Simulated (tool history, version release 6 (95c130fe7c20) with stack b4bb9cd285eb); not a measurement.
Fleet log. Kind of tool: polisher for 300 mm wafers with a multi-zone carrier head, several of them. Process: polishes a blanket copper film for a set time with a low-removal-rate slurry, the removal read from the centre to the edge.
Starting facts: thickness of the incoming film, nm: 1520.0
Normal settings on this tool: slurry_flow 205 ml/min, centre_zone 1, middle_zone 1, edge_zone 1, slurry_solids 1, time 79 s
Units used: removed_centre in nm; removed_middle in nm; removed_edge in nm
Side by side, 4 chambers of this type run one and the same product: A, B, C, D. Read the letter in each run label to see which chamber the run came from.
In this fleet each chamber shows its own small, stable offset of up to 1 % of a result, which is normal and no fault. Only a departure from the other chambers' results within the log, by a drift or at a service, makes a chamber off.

| run | hour | slurry_flow | centre_zone | middle_zone | edge_zone | slurry_solids | time | removed_centre | removed_middle | removed_edge |
|---|---|---|---|---|---|---|---|---|---|---|
|  | 8.7 | chamber C: worn pad replaced by a new one |
| 1B | 12.8 | 205 | 1 | 1 | 1 | 1 | 79 | 382.59 | 384.23 | 377.39 |
| 2D | 25 | 205 | 1 | 1 | 1 | 1 | 79 | 383.74 | 381.98 | 381.27 |
| 3A | 34.7 | 205 | 1 | 1 | 1 | 1 | 79 | 387.37 | 383.11 | 391.71 |
|  | 36.2 | chamber C: edge zone pressure recalibrated |
|  | 38.4 | chamber A: centre zone pressure recalibrated |
|  | 41.4 | chamber D: edge zone pressure recalibrated |
|  | 41.6 | chamber A: worn pad replaced by a new one |
| 4C | 45.9 | 205 | 1 | 1 | 1 | 1 | 79 | 388.91 | 382.02 | 392.8 |
| 5A | 54.6 | 205 | 1 | 1 | 1 | 1 | 79 | 380.4 | 378.65 | 396.29 |
|  | 59.1 | chamber B: worn pad replaced by a new one |
|  | 61 | chamber D: worn pad replaced by a new one |
| 6B | 66 | 205 | 1 | 1 | 1 | 1 | 79 | 384.4 | 377.96 | 385.51 |
| 7D | 77.3 | 205 | 1 | 1 | 1 | 1 | 79 | 380.92 | 389.37 | 387.45 |
|  | 80.3 | chamber C: slurry nozzle cleaned |
| 8C | 88.6 | 205 | 1 | 1 | 1 | 1 | 79 | 387.05 | 382.27 | 380.24 |
|  | 97.1 | chamber A: slurry nozzle cleaned |
| 9D | 98.3 | 205 | 1 | 1 | 1 | 1 | 79 | 388.02 | 387.1 | 383.76 |
|  | 102.1 | chamber B: slurry nozzle cleaned |
| 10A | 106.7 | 205 | 1 | 1 | 1 | 1 | 79 | 388.66 | 379.18 | 391.15 |
| 11B | 116.5 | 205 | 1 | 1 | 1 | 1 | 69 | 338.84 | 336.36 | 333.68 |
| 12C | 126.1 | 205 | 1 | 1 | 1 | 1 | 69 | 337.41 | 333.4 | 335.79 |
|  | 126.5 | chamber C: centre zone pressure recalibrated |
| 13A | 139 | 205 | 1 | 1 | 1 | 1 | 69 | 334.7 | 336.59 | 335.43 |
| 14B | 149.4 | 205 | 1 | 1 | 1 | 1 | 69 | 336.55 | 336.56 | 331.1 |
|  | 159.5 | chamber C: worn pad replaced by a new one |
| 15D | 162.2 | 205 | 1 | 1 | 1 | 1 | 79 | 375.92 | 381.61 | 379.56 |
| 16C | 177.1 | 205 | 1 | 1 | 1 | 1 | 79 | 386.88 | 383.26 | 388.49 |
| 17D | 184.1 | 205 | 1 | 1 | 1 | 1 | 79 | 385.49 | 385.83 | 382.02 |
|  | 185.9 | chamber D: centre zone pressure recalibrated |
|  | 191.3 | chamber D: slurry nozzle cleaned |
|  | 194.7 | chamber D: worn pad replaced by a new one |
| 18A | 197 | 205 | 1 | 1 | 1 | 1 | 79 | 386.41 | 381.89 | 382.02 |
|  | 207.8 | chamber A: worn pad replaced by a new one |
| 19C | 210.2 | 205 | 1 | 1 | 1 | 1 | 79 | 381.85 | 381.83 | 390.3 |
|  | 219.6 | chamber A: edge zone pressure recalibrated |
| 20B | 220.3 | 165 | 1 | 1 | 1 | 1 | 79 | 378.16 | 370.17 | 378.27 |
| 21B | 228.4 | 165 | 1 | 1 | 1 | 1 | 79 | 379.16 | 368.46 | 378.05 |
| 22D | 234.9 | 165 | 1 | 1 | 1 | 1 | 79 | 331.52 | 376.03 | 377.27 |
| 23C | 244.1 | 165 | 1 | 1 | 1 | 1 | 79 | 372.22 | 378.09 | 377.16 |
|  | 248.8 | chamber B: worn pad replaced by a new one |
| 24A | 255.3 | 205 | 1 | 1.05 | 1 | 1 | 66 | 318.79 | 333.53 | 309.31 |
| 25D | 263.3 | 205 | 1 | 1.05 | 1 | 1 | 66 | 277.34 | 336.68 | 316.07 |
| 26A | 271.5 | 205 | 1 | 1.05 | 1 | 1 | 66 | 327.46 | 330.43 | 328.05 |
| 27B | 283.2 | 205 | 1 | 1.05 | 1 | 1 | 66 | 321.77 | 335.48 | 322.76 |
|  | 291.8 | chamber C: worn pad replaced by a new one |
| 28C | 297.1 | 205 | 1 | 1 | 1 | 1 | 79 | 378.94 | 387.31 | 390.42 |
| 29C | 304.8 | 205 | 1 | 1 | 1 | 1 | 79 | 385.66 | 387.8 | 390.52 |
| 30B | 315.9 | 205 | 1 | 1 | 1 | 1 | 79 | 385.77 | 379.37 | 386.86 |
| 31A | 323.3 | 205 | 1 | 1 | 1 | 1 | 79 | 390.01 | 380.96 | 381.61 |
| 32D | 333.1 | 205 | 1 | 1 | 1 | 1 | 79 | 333.1 | 387.05 | 379.49 |
|  | 343.3 | chamber C: slurry nozzle cleaned |
| 33A | 346.6 | 205 | 1 | 1 | 1 | 1 | 79 | 386.69 | 379.55 | 390.61 |
| 34C | 354 | 205 | 1 | 1 | 0.95 | 1 | 79 | 379.98 | 392.18 | 376.43 |

Read the log: is a single chamber off, either drifting away or since a service, is the gauge that measures every chamber drifting, or is nothing wrong beyond small per-chamber offsets? Name any odd chamber and what most likely caused it.

Chamber D has stood off from the others ever since a service on it.
Likeliest cause: centre zone's pressure below its setpoint, % = 9.66.

Here are 4 candidates for chamber D's next run, each the usual settings with a change, their results left as question marks. Which one brings its results back in line with what the others give on the usual settings?
Maximum distance from the other chambers' mean on the usual settings for a result to count as in line: removed_centre 14 nm; removed_middle 11 nm; removed_edge 17 nm
| 35D-1 | 364.7 | 205 | 0.96 | 1.01 | 1.01 | 1 | 78 | ? | ? | ? |
| 35D-2 | 364.7 | 205 | 1.04 | 0.99 | 0.99 | 1 | 80 | ? | ? | ? |
| 35D-3 | 364.7 | 200 | 0.91 | 1.03 | 1.02 | 1 | 78 | ? | ? | ? |
| 35D-4 | 364.7 | 210 | 1.09 | 0.97 | 0.98 | 1 | 80 | ? | ? | ? |

Average result of the remaining chambers running the usual settings: removed_centre 384.34 nm; removed_middle 383.22 nm; removed_edge 384.66 nm
| run | removed_centre | removed_middle | removed_edge |
|---|---|---|---|
| 35D-1 | 319.61 | 385.2 | 379.02 |
| 35D-2 | 358.59 | 387.64 | 384.79 |
| 35D-3 | 299.69 | 391.06 | 379.92 |
| 35D-4 | 379.2 | 381.51 | 383.8 |
Change 35D-4 lands the chamber within the allowed miss of the other chambers.
